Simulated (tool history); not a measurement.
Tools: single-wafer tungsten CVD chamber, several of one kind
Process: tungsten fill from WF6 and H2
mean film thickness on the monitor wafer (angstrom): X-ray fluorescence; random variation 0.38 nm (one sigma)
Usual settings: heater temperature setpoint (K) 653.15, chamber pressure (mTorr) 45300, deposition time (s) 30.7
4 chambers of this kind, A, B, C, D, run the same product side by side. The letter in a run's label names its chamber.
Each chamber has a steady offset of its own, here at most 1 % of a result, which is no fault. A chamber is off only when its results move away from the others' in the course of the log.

run   hour  heater temperature setpoint (K)  chamber pressure (mTorr)  deposition time (s)  hours since the last thermocouple change  hours since the last manometer calibration  read-back reference wafer on the same gauge, thickness_nm  mean film thickness on the monitor wafer (angstrom)
 1D    6.1                           653.15                     45300                 30.7                                    1739.5                                       135.2                                                     59.074                                               734.75
 2A    9.7                           653.15                     45300                 30.7                                    1035.2                                        1446                                                      59.03                                               729.22
 3C     14                           653.15                     45300                 30.7                                     494.5                                       484.3                                                     59.061                                               740.94
 4B   19.1                           653.15                     45300                 30.7                                    1395.6                                      2454.7                                                     59.224                                               735.23
 5C   25.6                           653.15                     45300                 30.7                                     506.1                                       495.9                                                     59.099                                               737.19
 6D   30.6                           653.15                     45300                 30.7                                      1764                                       159.7                                                     59.048                                               731.39
 7B   34.2                           653.15                     45300                 30.7                                    1410.7                                      2469.8                                                     59.188                                               728.08
 8A   38.5                           653.15                     45300                 30.7                                      1064                                      1474.8                                                     59.102                                               728.44
 9A   43.6                           653.15                     45300                 30.7                                    1069.1                                      1479.9                                                     59.193                                               730.23
10B   49.3                           658.15                     45300                 30.7                                    1425.8                                      2484.9                                                     59.092                                               817.85
11C   55.8                           658.15                     45300                 30.7                                     536.3                                       526.1                                                     59.124                                               813.51
12D   59.4                           658.15                     45300                 30.7                                    1792.8                                       188.5                                                     59.013                                                814.2
13D   64.5                           658.15                     45300                 30.7                                    1797.9                                       193.6                                                      59.08                                               816.32
14C   69.3                           653.15                     45300                 30.7                                     549.8                                       539.6                                                     59.114                                               737.41
15B   74.9                           653.15                     45300                 30.7                                    1451.4                                      2510.5                                                     59.124                                               725.12
16A   81.5                           653.15                     52100                 30.7                                      1107                                      1517.8                                                      59.04                                               770.73
17D   85.2                           653.15                     52100                 30.7                                    1818.6                                       214.3                                                     59.088                                               781.76
18A     91                           653.15                     52100                 30.7                                    1116.5                                      1527.3                                                     59.147                                               770.33
19B   94.9                           653.15                     52100                 30.7                                    1471.4                                      2530.5                                                     59.053                                               785.23
20C   98.9                           653.15                     45300                 30.7                                     579.4                                       569.2                                                     59.127                                               732.01
21A  105.4                           653.15                     45300                 30.7                                    1130.9                                      1541.7                                                     59.105                                                728.7
22B  109.8                           653.15                     45300                 30.7                                    1486.3                                      2545.4                                                     59.095                                               737.05
23D  115.3                           653.15                     45300                 30.7                                    1848.7                                       244.4                                                     59.087                                               734.56
24C  120.6                           666.15                     45300                 26.7                                     601.1                                       590.9                                                     59.001                                               820.16

What goes on in this fleet: one chamber off, a drifting gauge, or nothing beyond the chambers' own small offsets? Name the chamber and the cause, if any.

No chamber stands off beyond its own small offset, and the gauge holds steady.
